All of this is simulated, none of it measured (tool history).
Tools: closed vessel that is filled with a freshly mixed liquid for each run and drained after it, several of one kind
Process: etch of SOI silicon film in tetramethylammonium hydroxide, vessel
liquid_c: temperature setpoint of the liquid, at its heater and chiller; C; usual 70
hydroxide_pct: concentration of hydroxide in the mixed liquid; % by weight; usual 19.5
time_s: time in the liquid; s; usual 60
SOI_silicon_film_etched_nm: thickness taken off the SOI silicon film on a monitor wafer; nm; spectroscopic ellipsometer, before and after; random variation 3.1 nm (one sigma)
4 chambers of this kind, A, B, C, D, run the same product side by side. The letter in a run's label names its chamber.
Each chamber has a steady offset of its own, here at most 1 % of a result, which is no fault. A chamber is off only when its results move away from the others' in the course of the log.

| run | hour | liquid_c | hydroxide_pct | time_s | read-back film thickness of the SOI silicon film reference wafer, read on the same gauge (nm) | SOI_silicon_film_etched_nm |
|---|---|---|---|---|---|---|
| 1D | 4.8 | 70 | 19.5 | 60 | 50.003 | 316.75 |
| 2B | 10.1 | 70 | 19.5 | 60 | 49.994 | 314.84 |
| 3A | 19.5 | 70 | 19.5 | 60 | 49.993 | 316.73 |
| 4C | 29.1 | 70 | 19.5 | 60 | 49.994 | 317.64 |
| 5D | 35.6 | 70 | 19.5 | 60 | 49.989 | 315.99 |
| 6A | 44.5 | 70 | 19.5 | 60 | 49.998 | 311.33 |
| 7B | 50.4 | 70 | 19.5 | 60 | 50.013 | 310.96 |
| 8C | 55.4 | 70 | 19.5 | 60 | 49.994 | 312.48 |
| 9C | 61.1 | 70 | 19.5 | 60 | 49.995 | 313.15 |
| 10D | 67.8 | 70 | 19.5 | 60 | 49.986 | 308.85 |
| 11A | 73.0 | 70 | 19.5 | 60 | 49.992 | 318.27 |
| 12B | 81.8 | 70 | 19.5 | 60 | 50.000 | 311.03 |
| 13C | 89.0 | 70 | 19.5 | 60 | 49.996 | 312.58 |
| 14A | 96.1 | 70 | 19.5 | 60 | 49.997 | 313.69 |
| 15D | 104.7 | 70 | 15.0 | 60 | 50.031 | 351.58 |
| 16B | 114.6 | 70 | 15.0 | 60 | 49.980 | 340.39 |
| 17C | 123.6 | 70 | 15.0 | 60 | 50.005 | 354.16 |
|  | 125.9 | chamber C: hydroxide flow meter replaced |
| 18A | 129.4 | 70 | 15.0 | 60 | 49.991 | 362.70 |
| 19D | 134.8 | 70 | 19.5 | 60 | 49.981 | 316.38 |
| 20B | 140.5 | 70 | 19.5 | 60 | 50.002 | 308.47 |
| 21C | 146.0 | 70 | 19.5 | 60 | 50.001 | 308.97 |
| 22A | 152.6 | 70 | 19.5 | 60 | 50.013 | 320.47 |
| 23D | 157.1 | 70 | 19.5 | 60 | 50.029 | 313.79 |
| 24B | 161.8 | 70 | 19.5 | 60 | 50.001 | 305.17 |
| 25B | 169.8 | 70 | 19.5 | 60 | 50.000 | 307.60 |
| 26D | 177.2 | 70 | 19.5 | 60 | 50.009 | 311.82 |
| 27C | 184.1 | 70 | 19.5 | 60 | 49.970 | 313.65 |
| 28A | 192.5 | 70 | 19.5 | 60 | 49.988 | 333.11 |
| 29C | 201.1 | 70 | 19.5 | 60 | 49.993 | 306.23 |
| 30B | 206.8 | 70 | 19.5 | 60 | 49.996 | 308.01 |
| 31A | 214.7 | 70 | 19.5 | 60 | 49.997 | 331.30 |
| 32D | 221.5 | 70 | 19.5 | 60 | 49.995 | 313.65 |
| 33A | 227.0 | 70 | 19.5 | 60 | 49.994 | 327.73 |
| 34D | 233.8 | 70 | 19.5 | 60 | 50.004 | 311.83 |

What goes on in this fleet: one chamber off, a drifting gauge, or nothing beyond the chambers' own small offsets? Name the chamber and the cause, if any.

Chamber A drifts away from the others.
Cause: hydroxide flow below the setpoint (%) = 12.
The log may not tell that from: liquid hotter than its thermometer reads (K).

Here are 4 candidates for chamber A's next run, each the usual settings with a change, their results left as question marks. Which one brings its results back in line with what the others give on the usual settings?
In line means no further than this from the other chambers' mean on the usual settings: SOI_silicon_film_etched_nm 11.00 nm
| 35A-1 | 241.2 | 71 | 19.5 | 60 |  | ? |
| 35A-2 | 241.2 | 68 | 19.5 | 60 |  | ? |
| 35A-3 | 241.2 | 69 | 19.5 | 60 |  | ? |
| 35A-4 | 241.2 | 72 | 19.5 | 60 |  | ? |

The other chambers' mean on the usual settings: SOI_silicon_film_etched_nm 313.09 nm
| run | SOI_silicon_film_etched_nm |
|---|---|
| 35A-1 | 351.61 |
| 35A-2 | 293.84 |
| 35A-3 | 312.13 |
| 35A-4 | 372.88 |
35A-3 brings the chamber back in line.
